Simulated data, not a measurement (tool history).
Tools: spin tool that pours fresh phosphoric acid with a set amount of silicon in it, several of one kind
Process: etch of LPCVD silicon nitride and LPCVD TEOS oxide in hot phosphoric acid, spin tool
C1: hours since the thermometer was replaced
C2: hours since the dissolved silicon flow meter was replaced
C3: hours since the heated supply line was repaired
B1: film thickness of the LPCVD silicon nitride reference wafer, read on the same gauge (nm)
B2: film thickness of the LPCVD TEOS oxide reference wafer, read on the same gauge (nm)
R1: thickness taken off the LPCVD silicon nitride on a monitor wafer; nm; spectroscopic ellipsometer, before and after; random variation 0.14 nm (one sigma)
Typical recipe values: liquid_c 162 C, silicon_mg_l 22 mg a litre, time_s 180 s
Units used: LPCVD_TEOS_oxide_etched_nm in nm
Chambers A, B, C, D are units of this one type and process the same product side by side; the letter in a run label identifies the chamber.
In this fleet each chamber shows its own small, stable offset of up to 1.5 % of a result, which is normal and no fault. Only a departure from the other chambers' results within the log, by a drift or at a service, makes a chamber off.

{"run": "1A", "hour": 13.6, "liquid_c": 162, "silicon_mg_l": 22, "time_s": 180, "C1": 708.8, "C2": 209.7, "C3": 603.7, "B1": 109.99, "B2": 120.03, "R1": 18.412, "LPCVD_TEOS_oxide_etched_nm": 0.55074}
{"run": "2C", "hour": 26.8, "liquid_c": 162, "silicon_mg_l": 22, "time_s": 180, "C1": 400.7, "C2": 1127.5, "C3": 1267.2, "B1": 110, "B2": 119.99, "R1": 18.161, "LPCVD_TEOS_oxide_etched_nm": 0.54297}
{"run": "3D", "hour": 37.8, "liquid_c": 162, "silicon_mg_l": 22, "time_s": 180, "C1": 946.8, "C2": 687.9, "C3": 158.7, "B1": 110.02, "B2": 119.98, "R1": 18.511, "LPCVD_TEOS_oxide_etched_nm": 0.52421}
{"run": "4B", "hour": 46.8, "liquid_c": 162, "silicon_mg_l": 22, "time_s": 180, "C1": 423, "C2": 1282.4, "C3": 987.8, "B1": 109.97, "B2": 120.02, "R1": 18.074, "LPCVD_TEOS_oxide_etched_nm": 0.5126}
{"run": "5D", "hour": 57.2, "liquid_c": 162, "silicon_mg_l": 22, "time_s": 180, "C1": 966.2, "C2": 707.3, "C3": 178.1, "B1": 110.01, "B2": 120, "R1": 18.339, "LPCVD_TEOS_oxide_etched_nm": 0.52605}
{"run": "6B", "hour": 64.6, "liquid_c": 162, "silicon_mg_l": 22, "time_s": 180, "C1": 440.8, "C2": 1300.2, "C3": 1005.6, "B1": 110.01, "B2": 120.01, "R1": 17.967, "LPCVD_TEOS_oxide_etched_nm": 0.53165}
{"run": "7A", "hour": 72.4, "liquid_c": 162, "silicon_mg_l": 22, "time_s": 180, "C1": 767.6, "C2": 268.5, "C3": 662.5, "B1": 110, "B2": 120.02, "R1": 18.203, "LPCVD_TEOS_oxide_etched_nm": 0.45142}
{"run": "8C", "hour": 81.0, "liquid_c": 162, "silicon_mg_l": 22, "time_s": 180, "C1": 454.9, "C2": 1181.7, "C3": 1321.4, "B1": 110.01, "B2": 119.99, "R1": 17.991, "LPCVD_TEOS_oxide_etched_nm": 0.55433}
{"run": "9A", "hour": 92.2, "liquid_c": 162, "silicon_mg_l": 22, "time_s": 240, "C1": 787.4, "C2": 288.3, "C3": 682.3, "B1": 110.01, "B2": 120.01, "R1": 24.479, "LPCVD_TEOS_oxide_etched_nm": 0.66835}
{"run": "10C", "hour": 103.3, "liquid_c": 162, "silicon_mg_l": 22, "time_s": 240, "C1": 477.2, "C2": 1204, "C3": 1343.7, "B1": 109.97, "B2": 120, "R1": 23.8, "LPCVD_TEOS_oxide_etched_nm": 0.74904}
{"hour": 110.1, "done": "chamber B: dissolved silicon flow meter replaced"}
{"run": "11D", "hour": 117.2, "liquid_c": 162, "silicon_mg_l": 22, "time_s": 240, "C1": 1026.2, "C2": 767.3, "C3": 238.1, "B1": 110, "B2": 120, "R1": 24.289, "LPCVD_TEOS_oxide_etched_nm": 0.7023}
{"run": "12B", "hour": 127.4, "liquid_c": 162, "silicon_mg_l": 22, "time_s": 240, "C1": 503.6, "C2": 17.3, "C3": 1068.4, "B1": 109.99, "B2": 119.98, "R1": 23.743, "LPCVD_TEOS_oxide_etched_nm": 0.74637}
{"run": "13D", "hour": 139.4, "liquid_c": 162, "silicon_mg_l": 22, "time_s": 180, "C1": 1048.4, "C2": 789.5, "C3": 260.3, "B1": 110.03, "B2": 120, "R1": 18.229, "LPCVD_TEOS_oxide_etched_nm": 0.53292}
{"run": "14C", "hour": 148.2, "liquid_c": 162, "silicon_mg_l": 22, "time_s": 180, "C1": 522.1, "C2": 1248.9, "C3": 1388.6, "B1": 109.99, "B2": 120, "R1": 18.281, "LPCVD_TEOS_oxide_etched_nm": 0.51291}
{"run": "15A", "hour": 161.4, "liquid_c": 162, "silicon_mg_l": 22, "time_s": 180, "C1": 856.6, "C2": 357.5, "C3": 751.5, "B1": 110.01, "B2": 120.02, "R1": 18.255, "LPCVD_TEOS_oxide_etched_nm": 0.48318}
{"hour": 162.8, "done": "chamber B: heated supply line repaired"}
{"run": "16B", "hour": 175.5, "liquid_c": 162, "silicon_mg_l": 22, "time_s": 180, "C1": 551.7, "C2": 65.4, "C3": 12.7, "B1": 110, "B2": 119.99, "R1": 17.655, "LPCVD_TEOS_oxide_etched_nm": 0.47184}
{"run": "17C", "hour": 187.3, "liquid_c": 162, "silicon_mg_l": 9, "time_s": 180, "C1": 561.2, "C2": 1288, "C3": 1427.7, "B1": 110.01, "B2": 120.01, "R1": 17.999, "LPCVD_TEOS_oxide_etched_nm": 0.70561}
{"run": "18D", "hour": 195.5, "liquid_c": 162, "silicon_mg_l": 9, "time_s": 180, "C1": 1104.5, "C2": 845.6, "C3": 316.4, "B1": 110.02, "B2": 120, "R1": 18.235, "LPCVD_TEOS_oxide_etched_nm": 0.71066}
{"run": "19A", "hour": 209.9, "liquid_c": 162, "silicon_mg_l": 9, "time_s": 180, "C1": 905.1, "C2": 406, "C3": 800, "B1": 110.01, "B2": 119.98, "R1": 18.284, "LPCVD_TEOS_oxide_etched_nm": 0.73228}
{"run": "20B", "hour": 220.9, "liquid_c": 162, "silicon_mg_l": 9, "time_s": 180, "C1": 597.1, "C2": 110.8, "C3": 58.1, "B1": 109.99, "B2": 120, "R1": 17.192, "LPCVD_TEOS_oxide_etched_nm": 0.66643}
{"run": "21D", "hour": 231.3, "liquid_c": 162, "silicon_mg_l": 22, "time_s": 180, "C1": 1140.3, "C2": 881.4, "C3": 352.2, "B1": 110.01, "B2": 119.96, "R1": 18.33, "LPCVD_TEOS_oxide_etched_nm": 0.52849}
{"hour": 240.0, "done": "chamber A: dissolved silicon flow meter replaced"}
{"run": "22B", "hour": 244.2, "liquid_c": 162, "silicon_mg_l": 22, "time_s": 180, "C1": 620.4, "C2": 134.1, "C3": 81.4, "B1": 109.98, "B2": 120.03, "R1": 17.094, "LPCVD_TEOS_oxide_etched_nm": 0.42807}
{"run": "23C", "hour": 258.5, "liquid_c": 162, "silicon_mg_l": 22, "time_s": 180, "C1": 632.4, "C2": 1359.2, "C3": 1498.9, "B1": 109.99, "B2": 120, "R1": 18.288, "LPCVD_TEOS_oxide_etched_nm": 0.57038}
{"hour": 267.1, "done": "chamber C: dissolved silicon flow meter replaced"}
{"run": "24A", "hour": 271.6, "liquid_c": 162, "silicon_mg_l": 22, "time_s": 180, "C1": 966.8, "C2": 31.7, "C3": 861.7, "B1": 110.01, "B2": 120, "R1": 18.52, "LPCVD_TEOS_oxide_etched_nm": 0.50458}
{"run": "25A", "hour": 284.8, "liquid_c": 162, "silicon_mg_l": 22, "time_s": 180, "C1": 980, "C2": 44.9, "C3": 874.9, "B1": 110.01, "B2": 119.98, "R1": 18.122, "LPCVD_TEOS_oxide_etched_nm": 0.49807}
{"run": "26C", "hour": 293.1, "liquid_c": 162, "silicon_mg_l": 22, "time_s": 180, "C1": 667, "C2": 26.1, "C3": 1533.5, "B1": 110.02, "B2": 119.97, "R1": 17.922, "LPCVD_TEOS_oxide_etched_nm": 0.47884}
{"run": "27D", "hour": 306.7, "liquid_c": 162, "silicon_mg_l": 22, "time_s": 180, "C1": 1215.7, "C2": 956.8, "C3": 427.6, "B1": 109.96, "B2": 120, "R1": 18.123, "LPCVD_TEOS_oxide_etched_nm": 0.54364}

Decide between three cases: one chamber stands off from its peers, the gauge reading all wafers drifts, or nothing is wrong past each chamber's small offset. Where a chamber is off, say which and what most likely put it there.

It is chamber B that slowly wanders off from its peers.
Cause: liquid colder than its thermometer reads (K) = 2.47.

Below are 4 candidate recipes for chamber B's next run, each the usual settings with a change, their results shown as question marks. Which of them brings B's results back in line with what the other chambers give on the usual settings?
Counts as in line when no further than this from what the other chambers average on the usual settings: R1 0.48 nm; LPCVD_TEOS_oxide_etched_nm 0.11 nm
{"run": "28B-1", "hour": 317.9, "liquid_c": 162.5, "silicon_mg_l": 17.5, "time_s": 205, "R1": "?", "LPCVD_TEOS_oxide_etched_nm": "?"}
{"run": "28B-2", "hour": 317.9, "liquid_c": 161.5, "silicon_mg_l": 26.5, "time_s": 160, "R1": "?", "LPCVD_TEOS_oxide_etched_nm": "?"}
{"run": "28B-3", "hour": 317.9, "liquid_c": 162, "silicon_mg_l": 19, "time_s": 195, "R1": "?", "LPCVD_TEOS_oxide_etched_nm": "?"}
{"run": "28B-4", "hour": 317.9, "liquid_c": 162, "silicon_mg_l": 25, "time_s": 165, "R1": "?", "LPCVD_TEOS_oxide_etched_nm": "?"}

Average result of the remaining chambers running the usual settings: R1 18.21 nm; LPCVD_TEOS_oxide_etched_nm 0.5177 nm
run=28B-1 R1=19.29 LPCVD_TEOS_oxide_etched_nm=0.55932
run=28B-2 R1=14.553 LPCVD_TEOS_oxide_etched_nm=0.3097
run=28B-3 R1=18.044 LPCVD_TEOS_oxide_etched_nm=0.49347
run=28B-4 R1=15.268 LPCVD_TEOS_oxide_etched_nm=0.34796
The answer is 28B-3, which returns the chamber to within the allowed miss of the others.
